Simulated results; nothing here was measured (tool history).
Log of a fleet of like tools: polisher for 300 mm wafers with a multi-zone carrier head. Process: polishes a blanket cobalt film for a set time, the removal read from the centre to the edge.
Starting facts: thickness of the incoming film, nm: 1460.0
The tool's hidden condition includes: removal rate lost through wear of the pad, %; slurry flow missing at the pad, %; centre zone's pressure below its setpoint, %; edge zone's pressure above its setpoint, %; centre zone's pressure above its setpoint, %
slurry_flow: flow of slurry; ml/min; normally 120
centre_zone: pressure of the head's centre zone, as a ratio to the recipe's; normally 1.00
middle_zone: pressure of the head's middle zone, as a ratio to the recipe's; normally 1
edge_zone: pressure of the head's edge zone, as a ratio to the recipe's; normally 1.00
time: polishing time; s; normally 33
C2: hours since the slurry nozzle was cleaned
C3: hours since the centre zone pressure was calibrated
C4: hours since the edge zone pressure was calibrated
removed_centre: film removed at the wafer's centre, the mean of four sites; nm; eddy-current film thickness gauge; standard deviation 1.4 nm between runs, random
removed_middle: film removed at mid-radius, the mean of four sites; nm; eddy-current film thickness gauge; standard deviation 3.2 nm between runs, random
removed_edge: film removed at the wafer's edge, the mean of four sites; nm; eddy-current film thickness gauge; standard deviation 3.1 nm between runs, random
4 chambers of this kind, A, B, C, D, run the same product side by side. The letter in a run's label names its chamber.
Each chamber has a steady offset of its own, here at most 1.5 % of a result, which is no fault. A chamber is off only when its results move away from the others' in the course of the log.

Run 1C, day 0.158: usual settings; wafers polished on this pad 334; C2 262.7; C3 461.6; C4 808.3. Result: removed_centre 222.08 nm, removed_middle 221.42 nm, removed_edge 222.41 nm.
Run 2B, day 0.308: usual settings; wafers polished on this pad 1110; C2 566.2; C3 727.6; C4 464.2. Result: removed_centre 225.20 nm, removed_middle 221.63 nm, removed_edge 223.84 nm.
At day 0.350: chamber B: worn pad replaced by a new one.
At day 0.450: chamber A: worn pad replaced by a new one.
Run 3D, day 0.538: usual settings; wafers polished on this pad 1072; C2 69.7; C3 650.2; C4 820.5. Result: removed_centre 224.84 nm, removed_middle 219.88 nm, removed_edge 219.26 nm.
Run 4A, day 0.804: usual settings; wafers polished on this pad 152; C2 561.8; C3 607.6; C4 112.4. Result: removed_centre 223.60 nm, removed_middle 220.78 nm, removed_edge 222.33 nm.
At day 0.817: chamber D: worn pad replaced by a new one.
Run 5B, day 0.983: usual settings; wafers polished on this pad 273; C2 582.4; C3 743.8; C4 480.4. Result: removed_centre 225.48 nm, removed_middle 225.89 nm, removed_edge 223.69 nm.
Run 6D, day 1.121: usual settings; wafers polished on this pad 131; C2 83.7; C3 664.2; C4 834.5. Result: removed_centre 224.30 nm, removed_middle 224.18 nm, removed_edge 222.23 nm.
At day 1.158: chamber C: edge zone pressure recalibrated.
Run 7C, day 1.329: usual settings; wafers polished on this pad 838; C2 290.8; C3 489.7; C4 4.2. Result: removed_centre 225.56 nm, removed_middle 220.09 nm, removed_edge 220.85 nm.
At day 1.525: chamber C: worn pad replaced by a new one.
Run 8A, day 1.579: usual settings; wafers polished on this pad 486; C2 580.4; C3 626.2; C4 131.0. Result: removed_centre 223.48 nm, removed_middle 226.72 nm, removed_edge 224.03 nm.
Run 9B, day 1.858: usual settings; wafers polished on this pad 650; C2 603.4; C3 764.8; C4 501.4. Result: removed_centre 225.78 nm, removed_middle 221.46 nm, removed_edge 225.43 nm.
Run 10A, day 2.125: usual settings; wafers polished on this pad 721; C2 593.5; C3 639.3; C4 144.1. Result: removed_centre 222.08 nm, removed_middle 232.99 nm, removed_edge 227.83 nm.
Run 11D, day 2.362: usual settings; wafers polished on this pad 666; C2 113.5; C3 694.0; C4 864.3. Result: removed_centre 223.93 nm, removed_middle 229.55 nm, removed_edge 224.64 nm.
Run 12C, day 2.629: usual settings; wafers polished on this pad 476; C2 322.0; C3 520.9; C4 35.4. Result: removed_centre 222.61 nm, removed_middle 222.00 nm, removed_edge 223.88 nm.
At day 2.650: chamber B: worn pad replaced by a new one.
At day 2.671: chamber A: centre zone pressure recalibrated.
Run 13D, day 2.792: usual settings but edge_zone 0.89; wafers polished on this pad 850; C2 123.8; C3 704.3; C4 874.6. Result: removed_centre 224.33 nm, removed_middle 228.91 nm, removed_edge 212.39 nm.
Run 14A, day 2.992: usual settings but edge_zone 0.89; wafers polished on this pad 1094; C2 614.3; C3 7.7; C4 164.9. Result: removed_centre 209.47 nm, removed_middle 228.98 nm, removed_edge 213.84 nm.
Run 15C, day 3.258: usual settings but edge_zone 0.89; wafers polished on this pad 747; C2 337.1; C3 536.0; C4 50.5. Result: removed_centre 224.10 nm, removed_middle 223.74 nm, removed_edge 204.58 nm.
Run 16B, day 3.458: usual settings but edge_zone 0.89; wafers polished on this pad 349; C2 641.8; C3 803.2; C4 539.8. Result: removed_centre 225.34 nm, removed_middle 228.07 nm, removed_edge 213.03 nm.
At day 3.596: chamber B: centre zone pressure recalibrated.
Run 17C, day 3.604: usual settings; wafers polished on this pad 895; C2 345.4; C3 544.3; C4 58.8. Result: removed_centre 225.58 nm, removed_middle 228.06 nm, removed_edge 225.31 nm.
At day 3.675: chamber A: worn pad replaced by a new one.
Run 18A, day 3.850: usual settings; wafers polished on this pad 75; C2 634.9; C3 28.3; C4 185.5. Result: removed_centre 212.17 nm, removed_middle 224.10 nm, removed_edge 227.79 nm.
Run 19D, day 4.062: usual settings; wafers polished on this pad 1397; C2 154.3; C3 734.8; C4 905.1. Result: removed_centre 223.03 nm, removed_middle 219.27 nm, removed_edge 224.07 nm.
At day 4.129: chamber D: worn pad replaced by a new one.
At day 4.183: chamber A: slurry nozzle cleaned.
At day 4.212: chamber C: worn pad replaced by a new one.
Run 20B, day 4.321: usual settings; wafers polished on this pad 720; C2 662.5; C3 17.5; C4 560.5. Result: removed_centre 226.03 nm, removed_middle 231.21 nm, removed_edge 224.34 nm.
Run 21B, day 4.538: usual settings; wafers polished on this pad 813; C2 667.7; C3 22.7; C4 565.7. Result: removed_centre 228.31 nm, removed_middle 226.13 nm, removed_edge 225.92 nm.
Run 22D, day 4.738: usual settings; wafers polished on this pad 263; C2 170.5; C3 751.0; C4 921.3. Result: removed_centre 225.74 nm, removed_middle 223.84 nm, removed_edge 222.71 nm.
At day 4.846: chamber B: worn pad replaced by a new one.
Run 23C, day 4.896: usual settings but slurry_flow 155 ml/min; wafers polished on this pad 294; C2 376.4; C3 575.3; C4 89.8. Result: removed_centre 238.85 nm, removed_middle 238.36 nm, removed_edge 227.92 nm.
Run 24A, day 5.062: usual settings but slurry_flow 155 ml/min; wafers polished on this pad 597; C2 21.1; C3 57.4; C4 214.6. Result: removed_centre 223.29 nm, removed_middle 244.07 nm, removed_edge 239.16 nm.
Run 25A, day 5.217: usual settings but slurry_flow 155 ml/min; wafers polished on this pad 663; C2 24.8; C3 61.1; C4 218.3. Result: removed_centre 221.38 nm, removed_middle 239.04 nm, removed_edge 242.11 nm.
Run 26D, day 5.429: usual settings but slurry_flow 155 ml/min; wafers polished on this pad 561; C2 187.1; C3 767.6; C4 937.9. Result: removed_centre 240.00 nm, removed_middle 233.60 nm, removed_edge 232.83 nm.
Run 27C, day 5.608: usual settings; wafers polished on this pad 601; C2 393.5; C3 592.4; C4 106.9. Result: removed_centre 223.78 nm, removed_middle 227.56 nm, removed_edge 231.05 nm.
Run 28B, day 5.808: usual settings but centre_zone 1.05, time 29 s; wafers polished on this pad 414; C2 698.2; C3 53.2; C4 596.2. Result: removed_centre 207.97 nm, removed_middle 201.85 nm, removed_edge 204.71 nm.
Run 29B, day 6.079: usual settings but centre_zone 1.05, time 29 s; wafers polished on this pad 531; C2 704.7; C3 59.7; C4 602.7. Result: removed_centre 206.64 nm, removed_middle 196.57 nm, removed_edge 194.74 nm.
Run 30D, day 6.267: usual settings but centre_zone 1.05, time 29 s; wafers polished on this pad 921; C2 207.2; C3 787.7; C4 958.0. Result: removed_centre 208.64 nm, removed_middle 198.36 nm, removed_edge 194.43 nm.
Run 31A, day 6.462: usual settings but centre_zone 1.05, time 29 s; wafers polished on this pad 1199; C2 54.7; C3 91.0; C4 248.2. Result: removed_centre 194.28 nm, removed_middle 196.43 nm, removed_edge 198.63 nm.
At day 6.592: chamber C: worn pad replaced by a new one.
Run 32C, day 6.733: usual settings; wafers polished on this pad 62; C2 420.5; C3 619.4; C4 133.9. Result: removed_centre 224.68 nm, removed_middle 221.29 nm, removed_edge 221.51 nm.

Predict what each chamber gives when all 4 of them run the settings below next.
Run 33A, day 6.933: usual settings but edge_zone 0.89. Result: removed_centre ?, removed_middle ?, removed_edge ?.
Run 33B, day 6.933: usual settings but edge_zone 0.89. Result: removed_centre ?, removed_middle ?, removed_edge ?.
Run 33C, day 6.933: usual settings but edge_zone 0.89. Result: removed_centre ?, removed_middle ?, removed_edge ?.
Run 33D, day 6.933: usual settings but edge_zone 0.89. Result: removed_centre ?, removed_middle ?, removed_edge ?.

run  removed_centre  removed_middle  removed_edge
33A          210.42          230.57        217.08
33B          224.27          223.10        215.55
33C          224.07          224.86        210.34
33D          223.54          218.47        205.05
